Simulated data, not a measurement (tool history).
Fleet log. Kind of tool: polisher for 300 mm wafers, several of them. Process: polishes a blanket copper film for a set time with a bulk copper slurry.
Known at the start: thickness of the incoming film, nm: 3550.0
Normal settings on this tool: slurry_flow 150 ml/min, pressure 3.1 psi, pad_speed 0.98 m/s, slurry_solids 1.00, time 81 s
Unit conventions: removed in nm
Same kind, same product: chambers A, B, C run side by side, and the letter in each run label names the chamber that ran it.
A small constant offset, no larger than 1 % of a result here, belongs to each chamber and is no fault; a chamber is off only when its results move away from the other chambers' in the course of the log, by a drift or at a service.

run 1A hour=5.7 | slurry_flow=150 pressure=3.1 pad_speed=0.98 slurry_solids=1.00 time=81 | removed=672.14
run 2B hour=8.6 | slurry_flow=150 pressure=3.1 pad_speed=0.98 slurry_solids=1.00 time=81 | removed=685.70
run 3C hour=12.0 | slurry_flow=150 pressure=3.1 pad_speed=0.98 slurry_solids=1.00 time=81 | removed=685.98
run 4B hour=15.8 | slurry_flow=150 pressure=3.1 pad_speed=0.98 slurry_solids=1.00 time=81 | removed=680.75
-- hour=19.1 chamber B: worn pad replaced by a new one
run 5A hour=19.6 | slurry_flow=150 pressure=3.1 pad_speed=0.98 slurry_solids=1.00 time=81 | removed=674.59
run 6C hour=22.5 | slurry_flow=150 pressure=3.1 pad_speed=0.98 slurry_solids=1.00 time=81 | removed=676.42
run 7C hour=27.1 | slurry_flow=150 pressure=3.1 pad_speed=0.98 slurry_solids=1.00 time=81 | removed=662.26
run 8A hour=31.1 | slurry_flow=150 pressure=3.1 pad_speed=0.98 slurry_solids=1.00 time=81 | removed=677.24
run 9B hour=35.5 | slurry_flow=150 pressure=3.1 pad_speed=0.98 slurry_solids=1.00 time=81 | removed=686.75
run 10A hour=40.5 | slurry_flow=150 pressure=3.1 pad_speed=0.98 slurry_solids=1.00 time=81 | removed=689.54
run 11B hour=43.6 | slurry_flow=185 pressure=3.1 pad_speed=0.98 slurry_solids=1.25 time=81 | removed=732.83
run 12C hour=49.2 | slurry_flow=185 pressure=3.1 pad_speed=0.98 slurry_solids=1.25 time=81 | removed=732.38
run 13B hour=51.9 | slurry_flow=185 pressure=3.1 pad_speed=0.98 slurry_solids=1.25 time=81 | removed=744.18
run 14A hour=55.4 | slurry_flow=150 pressure=3.1 pad_speed=0.98 slurry_solids=1.00 time=81 | removed=683.03
run 15C hour=59.8 | slurry_flow=150 pressure=3.1 pad_speed=0.98 slurry_solids=1.00 time=81 | removed=684.50
run 16C hour=63.6 | slurry_flow=150 pressure=3.1 pad_speed=0.98 slurry_solids=1.00 time=102 | removed=853.91
-- hour=64.0 chamber C: worn pad replaced by a new one
run 17A hour=68.2 | slurry_flow=150 pressure=3.1 pad_speed=0.98 slurry_solids=1.00 time=102 | removed=855.95
run 18B hour=70.9 | slurry_flow=150 pressure=3.1 pad_speed=0.98 slurry_solids=1.00 time=102 | removed=851.08
run 19B hour=76.6 | slurry_flow=150 pressure=3.1 pad_speed=0.98 slurry_solids=1.00 time=81 | removed=676.84
run 20C hour=82.2 | slurry_flow=150 pressure=3.1 pad_speed=0.98 slurry_solids=1.00 time=81 | removed=672.48
run 21A hour=85.8 | slurry_flow=150 pressure=3.1 pad_speed=0.98 slurry_solids=1.00 time=81 | removed=681.68
run 22A hour=89.1 | slurry_flow=150 pressure=3.1 pad_speed=0.98 slurry_solids=1.00 time=81 | removed=674.03
run 23C hour=93.8 | slurry_flow=150 pressure=3.1 pad_speed=0.98 slurry_solids=1.00 time=81 | removed=675.17
run 24B hour=99.5 | slurry_flow=150 pressure=3.1 pad_speed=0.98 slurry_solids=1.00 time=81 | removed=682.83
run 25B hour=102.3 | slurry_flow=150 pressure=3.1 pad_speed=0.98 slurry_solids=1.00 time=81 | removed=687.48
-- hour=103.5 chamber A: worn pad replaced by a new one
run 26C hour=106.3 | slurry_flow=150 pressure=3.1 pad_speed=0.98 slurry_solids=1.00 time=81 | removed=678.43
run 27A hour=110.3 | slurry_flow=150 pressure=3.1 pad_speed=0.98 slurry_solids=1.00 time=81 | removed=683.46
run 28B hour=113.5 | slurry_flow=150 pressure=3.1 pad_speed=0.98 slurry_solids=1.00 time=81 | removed=681.99
run 29C hour=117.3 | slurry_flow=150 pressure=3.1 pad_speed=0.98 slurry_solids=1.00 time=81 | removed=682.78
run 30A hour=119.9 | slurry_flow=150 pressure=3.1 pad_speed=0.98 slurry_solids=1.00 time=81 | removed=684.15
run 31B hour=125.5 | slurry_flow=150 pressure=3.9 pad_speed=0.98 slurry_solids=1.00 time=81 | removed=870.82
run 32C hour=129.5 | slurry_flow=150 pressure=3.9 pad_speed=0.98 slurry_solids=1.00 time=81 | removed=859.26
run 33A hour=134.5 | slurry_flow=150 pressure=3.9 pad_speed=0.98 slurry_solids=1.00 time=81 | removed=865.25
run 34B hour=139.8 | slurry_flow=150 pressure=3.1 pad_speed=0.98 slurry_solids=1.00 time=81 | removed=674.36
run 35C hour=144.4 | slurry_flow=150 pressure=3.1 pad_speed=0.98 slurry_solids=1.00 time=81 | removed=674.05
run 36A hour=149.5 | slurry_flow=150 pressure=3.1 pad_speed=0.98 slurry_solids=1.00 time=81 | removed=677.15
run 37A hour=154.2 | slurry_flow=150 pressure=3.1 pad_speed=0.98 slurry_solids=1.00 time=81 | removed=682.58

Does one chamber stand apart from the rest, does the shared gauge drift, or is all well apart from small per-chamber offsets? Give the chamber and the most likely cause, where there is one.

The fleet is healthy, with each chamber sitting at its usual small offset and no drift in the gauge.
